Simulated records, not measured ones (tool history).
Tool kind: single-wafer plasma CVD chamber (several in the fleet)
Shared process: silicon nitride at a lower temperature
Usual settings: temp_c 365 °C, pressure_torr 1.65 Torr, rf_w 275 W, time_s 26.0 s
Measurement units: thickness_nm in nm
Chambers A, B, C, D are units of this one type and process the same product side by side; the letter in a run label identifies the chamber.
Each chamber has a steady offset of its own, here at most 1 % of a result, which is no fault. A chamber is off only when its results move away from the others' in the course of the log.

run,hour,temp_c,pressure_torr,rf_w,time_s,hours since the last thermocouple change,hours since the last RF generator calibration,hours since the last manometer calibration,"read-back reference wafer on the same gauge, thickness_nm",thickness_nm
1D,8.5,365,1.65,275,26.0,710.4,1063.3,288.8,26.180,28.831
2C,20.4,365,1.65,275,26.0,880.8,210.1,1084.5,26.176,28.803
3A,30.4,365,1.65,275,26.0,794.2,957.1,690.5,26.197,28.834
4B,40.8,365,1.65,275,26.0,2016.3,707.1,808.7,26.204,28.495
5D,53.5,365,1.65,275,26.0,755.4,1108.3,333.8,26.198,28.425
6C,64.5,365,1.65,275,26.0,924.9,254.2,1128.6,26.199,29.069
7A,76.6,365,1.65,275,26.0,840.4,1003.3,736.7,26.221,28.932
8B,86.8,365,1.65,275,22.0,2062.3,753.1,854.7,26.192,23.816
9D,99.4,365,1.65,275,22.0,801.3,1154.2,379.7,26.196,24.060
10B,110.4,365,1.65,275,22.0,2085.9,776.7,878.3,26.191,23.663
11C,119.2,365,1.65,275,22.0,979.6,308.9,1183.3,26.213,24.476
12A,130.7,365,1.65,275,26.0,894.5,1057.4,790.8,26.206,28.831
13D,139.8,365,1.65,275,26.0,841.7,1194.6,420.1,26.198,28.493
14C,145.5,365,1.65,275,26.0,1005.9,335.2,1209.6,26.220,28.752
15A,151.5,365,1.83,275,29.7,915.3,1078.2,811.6,26.204,34.120
16B,160.5,365,1.83,275,29.7,2136.0,826.8,928.4,26.170,32.673
17B,171.2,365,1.83,275,29.7,2146.7,837.5,939.1,26.199,32.402
18D,177.0,365,1.83,275,29.7,878.9,1231.8,457.3,26.161,33.618
19C,188.1,365,1.65,275,26.0,1048.5,377.8,1252.2,26.224,28.746
20A,198.3,365,1.65,275,26.0,962.1,1125.0,858.4,26.160,28.794
21B,207.8,365,1.65,275,26.0,2183.3,874.1,975.7,26.201,27.365
22A,215.0,365,1.65,275,26.0,978.8,1141.7,875.1,26.216,29.029
# hour 217.5: chamber C: thermocouple changed; heater temperature recalibrated
23C,222.4,365,1.65,275,26.0,5.0,412.1,1286.5,26.197,28.871
24D,230.0,365,1.65,275,26.0,931.9,1284.8,510.3,26.221,28.451
25D,237.6,351,1.65,275,26.0,939.5,1292.4,517.9,26.179,28.928
26B,244.2,351,1.65,275,26.0,2219.7,910.5,1012.1,26.187,27.120

Predict what each chamber gives when all 4 of them run the settings below next.
27A,253.4,365,1.65,275,26.0,,,,,?
27B,253.4,365,1.65,275,26.0,,,,,?
27C,253.4,365,1.65,275,26.0,,,,,?
27D,253.4,365,1.65,275,26.0,,,,,?

run,thickness_nm
27A,29.103
27B,26.851
27C,28.869
27D,28.773
